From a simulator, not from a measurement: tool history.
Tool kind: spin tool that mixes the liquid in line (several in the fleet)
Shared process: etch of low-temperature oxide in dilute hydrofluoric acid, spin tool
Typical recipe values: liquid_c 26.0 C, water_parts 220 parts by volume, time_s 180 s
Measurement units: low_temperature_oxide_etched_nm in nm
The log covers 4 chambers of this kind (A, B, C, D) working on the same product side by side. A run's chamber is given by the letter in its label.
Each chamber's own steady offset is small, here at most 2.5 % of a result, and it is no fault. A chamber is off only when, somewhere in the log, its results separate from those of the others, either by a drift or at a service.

run	hour	liquid_c	water_parts	time_s	read-back film thickness of the low-temperature oxide reference wafer, read on the same gauge (nm)	low_temperature_oxide_etched_nm
1C	6.5	26.0	220	180	89.977	16.6310
2D	17.5	26.0	220	180	90.004	16.5920
3A	25.2	26.0	220	180	90.049	16.5670
4B	32.3	26.0	220	180	90.023	16.7350
# hour 35.5: chamber D: thermometer replaced
5A	41.5	26.0	220	180	90.019	16.7080
6D	52.2	26.0	220	180	89.991	16.8090
7B	65.5	26.0	220	180	90.007	16.7620
# hour 70.8: chamber C: thermometer replaced
8C	76.3	26.0	220	180	90.016	16.4760
9A	85.5	26.0	220	180	90.035	16.4490
10D	98.8	26.0	220	180	89.986	16.5660
11B	113.2	26.0	220	180	90.041	16.9160
12C	127.9	26.0	220	180	89.971	16.4570
13A	142.0	26.0	220	180	90.005	16.6470
14B	151.1	26.0	220	180	90.000	16.7400
15C	157.9	26.0	220	180	90.012	16.6220
16D	167.3	22.5	220	215	90.011	17.3140
17B	179.3	22.5	220	215	89.997	17.5750
# hour 183.6: chamber B: hydrofluoric acid flow meter replaced
18C	191.8	22.5	220	215	89.991	17.4340
19D	203.5	22.5	220	215	89.998	17.4400
20A	215.7	26.0	220	180	90.028	16.3930
21D	228.3	26.0	220	180	89.994	16.6000
22A	239.6	26.0	220	180	89.992	16.4850
23B	252.5	26.0	220	180	89.998	17.1970
24C	262.5	26.0	220	180	90.018	16.5580
25A	274.9	26.0	220	180	90.003	16.5670
26D	285.3	26.0	220	180	90.025	16.6110
27C	296.4	26.0	320	90	89.975	5.1711
28B	309.2	26.0	320	90	90.001	5.3780
29D	319.0	26.0	320	90	89.994	5.1933
30A	327.6	26.0	320	90	89.957	5.0870
31B	342.0	26.0	220	180	89.969	17.8690
32C	352.5	26.0	220	180	89.985	16.7930
33B	365.4	26.0	220	180	89.975	18.1070
34C	375.4	26.0	220	180	90.010	16.6230
35D	382.5	26.0	220	180	90.012	16.4610
36A	393.0	26.0	220	180	90.029	16.5940
37D	404.1	27.5	220	140	90.000	13.5290
38A	412.3	27.5	220	140	89.992	13.4650
39C	423.1	27.5	220	140	89.986	13.6530
40B	430.9	27.5	220	140	89.979	14.9040
41C	439.9	26.0	310	180	90.000	10.8190

Predict what each chamber gives when all 4 of them run the settings below next.
42A	450.6	26.0	220	180		?
42B	450.6	26.0	220	180		?
42C	450.6	26.0	220	180		?
42D	450.6	26.0	220	180		?

run	low_temperature_oxide_etched_nm
42A	16.5130
42B	18.4350
42C	16.6090
42D	16.5300
